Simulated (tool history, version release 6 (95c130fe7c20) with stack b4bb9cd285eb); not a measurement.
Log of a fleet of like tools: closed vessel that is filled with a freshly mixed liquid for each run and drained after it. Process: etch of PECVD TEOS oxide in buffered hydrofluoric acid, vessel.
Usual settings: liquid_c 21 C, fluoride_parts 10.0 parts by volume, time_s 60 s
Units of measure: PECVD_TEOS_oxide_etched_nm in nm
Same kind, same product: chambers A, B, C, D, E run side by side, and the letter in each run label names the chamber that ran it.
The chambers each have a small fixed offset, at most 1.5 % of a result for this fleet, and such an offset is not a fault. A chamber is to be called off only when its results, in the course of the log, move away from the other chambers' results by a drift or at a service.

run   hour  liquid_c  fluoride_parts  time_s  hours since the thermometer was replaced  hours since the hydrofluoric acid flow meter was replaced  read-back film thickness of the PECVD TEOS oxide reference wafer, read on the same gauge (nm)  PECVD_TEOS_oxide_etched_nm
 1C   10.0        21            10.0      60                                     620.8                                                      551.3                                                                                         69.980                      69.704
 2D   15.8        21            10.0      60                                     194.6                                                      705.1                                                                                         69.992                      70.722
 3E   27.3        21            10.0      60                                     129.7                                                      658.4                                                                                         70.012                      71.088
 4B   35.0        21            10.0      60                                     348.7                                                     1674.0                                                                                         69.998                      70.940
 5A   40.9        21            10.0      60                                     415.7                                                       85.9                                                                                         69.992                      70.968
 6D   47.6        21            10.0      60                                     226.4                                                      736.9                                                                                         69.987                      70.025
 7E   55.7        23            10.0      30                                     158.1                                                      686.8                                                                                         70.013                      39.277
 8C   64.6        23            10.0      30                                     675.4                                                      605.9                                                                                         69.990                      38.943
 9A   75.0        23            10.0      30                                     449.8                                                      120.0                                                                                         70.027                      39.486
10B   81.2        23            10.0      30                                     394.9                                                     1720.2                                                                                         70.010                      39.018
11B   88.8        23            10.0      30                                     402.5                                                     1727.8                                                                                         69.991                      39.169
12C   94.9        21             8.5      85                                     705.7                                                      636.2                                                                                         69.987                     110.090
13A  103.4        21             8.5      85                                     478.2                                                      148.4                                                                                         70.002                     114.280
14E  112.7        21             8.5      85                                     215.1                                                      743.8                                                                                         69.980                     114.320
15D  120.3        21             8.5      85                                     299.1                                                      809.6                                                                                         69.975                     111.670
16A  126.4        21             8.5      85                                     501.2                                                      171.4                                                                                         70.005                     115.100
17B  135.7        21            10.0      60                                     449.4                                                     1774.7                                                                                         70.009                      71.117
18D  141.0        21            10.0      45                                     319.8                                                      830.3                                                                                         69.995                      52.980
19C  149.2        21            10.0      45                                     760.0                                                      690.5                                                                                         70.000                      51.386
20E  160.5        21            10.0      45                                     262.9                                                      791.6                                                                                         70.012                      53.777
21C  168.1        21            10.0      45                                     778.9                                                      709.4                                                                                         69.994                      50.578
22B  176.7        21            10.0      45                                     490.4                                                     1815.7                                                                                         69.996                      52.343
23D  183.8        21            10.0      60                                     362.6                                                      873.1                                                                                         69.997                      70.850
24A  191.7        21            10.0      60                                     566.5                                                      236.7                                                                                         70.001                      70.879
25E  197.2        21            10.0      60                                     299.6                                                      828.3                                                                                         69.990                      70.407
26C  208.5        21            12.5      60                                     819.3                                                      749.8                                                                                         69.999                      54.579
27E  214.3        21            12.5      60                                     316.7                                                      845.4                                                                                         70.003                      56.933
28D  220.6        21            12.5      60                                     399.4                                                      909.9                                                                                         70.010                      56.313
29A  230.2        21            12.5      60                                     605.0                                                      275.2                                                                                         70.000                      56.552
30B  241.7        21            12.5      60                                     555.4                                                     1880.7                                                                                         70.004                      56.794
31D  252.3        21            10.0      60                                     431.1                                                      941.6                                                                                         70.004                      70.048
32B  259.7        21            10.0      60                                     573.4                                                     1898.7                                                                                         70.018                      70.032
     264.1  -- chamber E: hydrofluoric acid flow meter replaced
33A  267.6        21            10.0      60                                     642.4                                                      312.6                                                                                         70.009                      69.701
34C  276.5        21            10.0      60                                     887.3                                                      817.8                                                                                         70.019                      66.487
35E  287.8        21            10.0      60                                     390.2                                                       23.7                                                                                         70.001                      70.749
36C  297.1        21            10.0      60                                     907.9                                                      838.4                                                                                         69.997                      66.093
37A  308.4        21            10.0      60                                     683.2                                                      353.4                                                                                         69.985                      70.837
38B  318.8        21            10.0      60                                     632.5                                                     1957.8                                                                                         69.991                      70.155
39E  324.3        21            10.0      60                                     426.7                                                       60.2                                                                                         70.018                      70.138
40D  329.8        21            10.0      60                                     508.6                                                     1019.1                                                                                         70.018                      70.711
     338.6  -- chamber B: hydrofluoric acid flow meter replaced
41B  338.7        21            10.0      60                                     652.4                                                        0.2                                                                                         70.000                      70.614

For the next run the whole fleet of 5 chambers uses the same settings. Give each chamber's results:
42A  347.2        21            10.0      60                                                                                                                                                                                                                               ?
42B  347.2        21            10.0      60                                                                                                                                                                                                                               ?
42C  347.2        21            10.0      60                                                                                                                                                                                                                               ?
42D  347.2        21            10.0      60                                                                                                                                                                                                                               ?
42E  347.2        21            10.0      60                                                                                                                                                                                                                               ?

run  PECVD_TEOS_oxide_etched_nm
42A                      70.218
42B                      70.605
42C                      65.772
42D                      69.935
42E                      70.467
